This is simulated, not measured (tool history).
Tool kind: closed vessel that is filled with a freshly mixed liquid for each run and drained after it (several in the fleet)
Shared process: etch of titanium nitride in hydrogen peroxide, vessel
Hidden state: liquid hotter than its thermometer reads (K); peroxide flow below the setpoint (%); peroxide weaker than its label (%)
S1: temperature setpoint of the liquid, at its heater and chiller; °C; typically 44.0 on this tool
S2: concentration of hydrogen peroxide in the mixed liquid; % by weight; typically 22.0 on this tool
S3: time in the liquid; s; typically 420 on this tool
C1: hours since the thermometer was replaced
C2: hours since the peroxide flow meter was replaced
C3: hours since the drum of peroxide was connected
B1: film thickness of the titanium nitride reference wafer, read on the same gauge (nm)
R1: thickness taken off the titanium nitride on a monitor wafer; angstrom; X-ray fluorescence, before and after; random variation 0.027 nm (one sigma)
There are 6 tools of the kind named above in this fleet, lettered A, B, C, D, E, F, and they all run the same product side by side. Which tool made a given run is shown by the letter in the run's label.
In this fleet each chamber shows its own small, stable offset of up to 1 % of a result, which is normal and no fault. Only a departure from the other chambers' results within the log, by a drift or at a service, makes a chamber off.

{"run": "1E", "hour": 8.9, "S1": 44.0, "S2": 22.0, "S3": 420, "C1": 799.9, "C2": 1855.8, "C3": 377.1, "B1": 90.07, "R1": 68.486}
{"run": "2D", "hour": 17.8, "S1": 44.0, "S2": 22.0, "S3": 420, "C1": 395.6, "C2": 1858.7, "C3": 882.6, "B1": 89.999, "R1": 68.458}
{"run": "3B", "hour": 24.7, "S1": 44.0, "S2": 22.0, "S3": 420, "C1": 1064.6, "C2": 532.1, "C3": 85.1, "B1": 90.023, "R1": 68.503}
{"run": "4A", "hour": 34.5, "S1": 44.0, "S2": 22.0, "S3": 420, "C1": 2869.0, "C2": 78.9, "C3": 204.8, "B1": 90.045, "R1": 69.071}
{"run": "5F", "hour": 40.1, "S1": 44.0, "S2": 22.0, "S3": 420, "C1": 1319.8, "C2": 474.0, "C3": 970.6, "B1": 89.969, "R1": 69.016}
{"run": "6C", "hour": 46.9, "S1": 44.0, "S2": 22.0, "S3": 420, "C1": 599.6, "C2": 2094.0, "C3": 110.1, "B1": 90.01, "R1": 68.984}
{"run": "7A", "hour": 57.0, "S1": 44.0, "S2": 22.0, "S3": 420, "C1": 2891.5, "C2": 101.4, "C3": 227.3, "B1": 89.997, "R1": 69.31}
{"hour": 64.0, "done": "chamber A: thermometer replaced"}
{"run": "8C", "hour": 66.4, "S1": 39.5, "S2": 22.0, "S3": 585, "C1": 619.1, "C2": 2113.5, "C3": 129.6, "B1": 90.008, "R1": 67.941}
{"run": "9E", "hour": 77.9, "S1": 39.5, "S2": 22.0, "S3": 585, "C1": 868.9, "C2": 1924.8, "C3": 446.1, "B1": 89.99, "R1": 67.514}
{"run": "10B", "hour": 89.9, "S1": 39.5, "S2": 22.0, "S3": 585, "C1": 1129.8, "C2": 597.3, "C3": 150.3, "B1": 89.968, "R1": 68.544}
{"hour": 90.6, "done": "chamber F: new drum of peroxide connected"}
{"run": "11D", "hour": 101.8, "S1": 39.5, "S2": 22.0, "S3": 585, "C1": 479.6, "C2": 1942.7, "C3": 966.6, "B1": 89.992, "R1": 68.14}
{"run": "12F", "hour": 109.6, "S1": 39.5, "S2": 22.0, "S3": 585, "C1": 1389.3, "C2": 543.5, "C3": 19.0, "B1": 90.018, "R1": 68.183}
{"run": "13E", "hour": 119.7, "S1": 39.5, "S2": 22.0, "S3": 585, "C1": 910.7, "C2": 1966.6, "C3": 487.9, "B1": 90.035, "R1": 67.594}
{"run": "14B", "hour": 129.7, "S1": 44.0, "S2": 22.0, "S3": 420, "C1": 1169.6, "C2": 637.1, "C3": 190.1, "B1": 90.001, "R1": 68.551}
{"run": "15F", "hour": 139.7, "S1": 44.0, "S2": 22.0, "S3": 420, "C1": 1419.4, "C2": 573.6, "C3": 49.1, "B1": 89.95, "R1": 68.715}
{"run": "16C", "hour": 151.7, "S1": 44.0, "S2": 22.0, "S3": 420, "C1": 704.4, "C2": 2198.8, "C3": 214.9, "B1": 89.986, "R1": 69.408}
{"run": "17A", "hour": 162.2, "S1": 44.0, "S2": 17.5, "S3": 645, "C1": 98.3, "C2": 206.6, "C3": 332.5, "B1": 89.953, "R1": 100.63}
{"run": "18D", "hour": 169.7, "S1": 44.0, "S2": 17.5, "S3": 645, "C1": 547.5, "C2": 2010.6, "C3": 1034.5, "B1": 90.004, "R1": 101.25}
{"run": "19C", "hour": 178.7, "S1": 44.0, "S2": 17.5, "S3": 645, "C1": 731.4, "C2": 2225.8, "C3": 241.9, "B1": 90.0, "R1": 101.41}
{"run": "20D", "hour": 188.7, "S1": 44.0, "S2": 17.5, "S3": 645, "C1": 566.5, "C2": 2029.6, "C3": 1053.5, "B1": 90.056, "R1": 101.5}
{"run": "21A", "hour": 201.2, "S1": 44.0, "S2": 17.5, "S3": 645, "C1": 137.3, "C2": 245.6, "C3": 371.5, "B1": 89.989, "R1": 100.6}
{"run": "22E", "hour": 207.6, "S1": 44.0, "S2": 17.5, "S3": 645, "C1": 998.6, "C2": 2054.5, "C3": 575.8, "B1": 90.013, "R1": 100.03}
{"run": "23B", "hour": 217.8, "S1": 44.0, "S2": 22.0, "S3": 420, "C1": 1257.7, "C2": 725.2, "C3": 278.2, "B1": 89.962, "R1": 69.044}
{"hour": 219.5, "done": "chamber C: peroxide flow meter replaced"}
{"run": "24F", "hour": 227.6, "S1": 44.0, "S2": 22.0, "S3": 420, "C1": 1507.3, "C2": 661.5, "C3": 137.0, "B1": 90.017, "R1": 68.227}
{"run": "25E", "hour": 233.8, "S1": 44.0, "S2": 22.0, "S3": 420, "C1": 1024.8, "C2": 2080.7, "C3": 602.0, "B1": 89.959, "R1": 68.609}
{"run": "26C", "hour": 242.3, "S1": 44.0, "S2": 22.0, "S3": 420, "C1": 795.0, "C2": 22.9, "C3": 305.5, "B1": 89.994, "R1": 69.573}
{"run": "27D", "hour": 250.0, "S1": 44.0, "S2": 22.0, "S3": 420, "C1": 627.8, "C2": 2090.9, "C3": 1114.8, "B1": 89.973, "R1": 70.568}
{"hour": 257.7, "done": "chamber D: peroxide flow meter replaced"}
{"run": "28A", "hour": 260.6, "S1": 48.5, "S2": 22.0, "S3": 420, "C1": 196.7, "C2": 305.0, "C3": 430.9, "B1": 89.994, "R1": 95.714}
{"run": "29F", "hour": 270.6, "S1": 48.5, "S2": 22.0, "S3": 420, "C1": 1550.3, "C2": 704.5, "C3": 180.0, "B1": 89.941, "R1": 95.774}
{"run": "30B", "hour": 280.7, "S1": 48.5, "S2": 22.0, "S3": 420, "C1": 1320.6, "C2": 788.1, "C3": 341.1, "B1": 89.929, "R1": 96.286}
{"hour": 284.8, "done": "chamber C: thermometer replaced"}
{"run": "31E", "hour": 288.0, "S1": 48.5, "S2": 22.0, "S3": 420, "C1": 1079.0, "C2": 2134.9, "C3": 656.2, "B1": 89.964, "R1": 95.274}
{"run": "32F", "hour": 297.9, "S1": 48.5, "S2": 22.0, "S3": 420, "C1": 1577.6, "C2": 731.8, "C3": 207.3, "B1": 90.065, "R1": 95.694}
{"run": "33A", "hour": 309.2, "S1": 48.5, "S2": 22.0, "S3": 420, "C1": 245.3, "C2": 353.6, "C3": 479.5, "B1": 90.035, "R1": 95.227}
{"run": "34B", "hour": 317.3, "S1": 44.0, "S2": 22.0, "S3": 420, "C1": 1357.2, "C2": 824.7, "C3": 377.7, "B1": 90.003, "R1": 69.34}
{"hour": 322.2, "done": "chamber B: new drum of peroxide connected"}
{"run": "35C", "hour": 324.9, "S1": 44.0, "S2": 22.0, "S3": 420, "C1": 40.1, "C2": 105.5, "C3": 388.1, "B1": 89.995, "R1": 68.773}
{"run": "36D", "hour": 332.5, "S1": 44.0, "S2": 22.0, "S3": 420, "C1": 710.3, "C2": 74.9, "C3": 1197.3, "B1": 90.017, "R1": 71.294}
{"hour": 336.2, "done": "chamber F: thermometer replaced"}
{"run": "37F", "hour": 343.7, "S1": 44.0, "S2": 22.0, "S3": 420, "C1": 7.5, "C2": 777.6, "C3": 253.1, "B1": 90.037, "R1": 68.95}
{"run": "38C", "hour": 354.8, "S1": 44.0, "S2": 22.0, "S3": 420, "C1": 70.0, "C2": 135.4, "C3": 418.0, "B1": 89.977, "R1": 69.392}
{"run": "39A", "hour": 361.3, "S1": 44.0, "S2": 22.0, "S3": 420, "C1": 297.4, "C2": 405.7, "C3": 531.6, "B1": 89.983, "R1": 68.72}
{"run": "40E", "hour": 368.0, "S1": 44.0, "S2": 22.0, "S3": 420, "C1": 1159.0, "C2": 2214.9, "C3": 736.2, "B1": 89.965, "R1": 68.434}
{"run": "41B", "hour": 378.4, "S1": 44.0, "S2": 22.0, "S3": 420, "C1": 1418.3, "C2": 885.8, "C3": 56.3, "B1": 90.009, "R1": 68.573}
{"hour": 381.7, "done": "chamber A: new drum of peroxide connected"}
{"run": "42D", "hour": 388.8, "S1": 44.0, "S2": 22.0, "S3": 420, "C1": 766.6, "C2": 131.2, "C3": 1253.6, "B1": 89.997, "R1": 72.508}
{"run": "43A", "hour": 394.3, "S1": 44.0, "S2": 22.0, "S3": 420, "C1": 330.4, "C2": 438.7, "C3": 12.7, "B1": 90.012, "R1": 68.942}

Is one chamber off against the others, does the gauge drift, or is nothing wrong? If a chamber is off, say which, and what the likeliest cause is.

It is chamber D that slowly wanders off from its peers.
Likeliest cause: liquid hotter than its thermometer reads (K) = 0.722.

Below are 4 candidate recipes for chamber D's next run, each the usual settings with a change, their results shown as question marks. Which of them brings D's results back in line with what the other chambers give on the usual settings?
A result is in line if it is within this distance of the other chambers' mean on the usual settings: R1 0.940 angstrom
{"run": "44D-1", "hour": 403.3, "S1": 44.0, "S2": 22.0, "S3": 440, "R1": "?"}
{"run": "44D-2", "hour": 403.3, "S1": 43.5, "S2": 22.0, "S3": 415, "R1": "?"}
{"run": "44D-3", "hour": 403.3, "S1": 44.0, "S2": 22.0, "S3": 465, "R1": "?"}
{"run": "44D-4", "hour": 403.3, "S1": 44.0, "S2": 22.0, "S3": 380, "R1": "?"}

The other chambers' mean on the usual settings: R1 68.858 angstrom
run=44D-1 R1=75.623
run=44D-2 R1=68.709
run=44D-3 R1=79.920
run=44D-4 R1=65.311
The answer is 44D-2, which returns the chamber to within the allowed miss of the others.

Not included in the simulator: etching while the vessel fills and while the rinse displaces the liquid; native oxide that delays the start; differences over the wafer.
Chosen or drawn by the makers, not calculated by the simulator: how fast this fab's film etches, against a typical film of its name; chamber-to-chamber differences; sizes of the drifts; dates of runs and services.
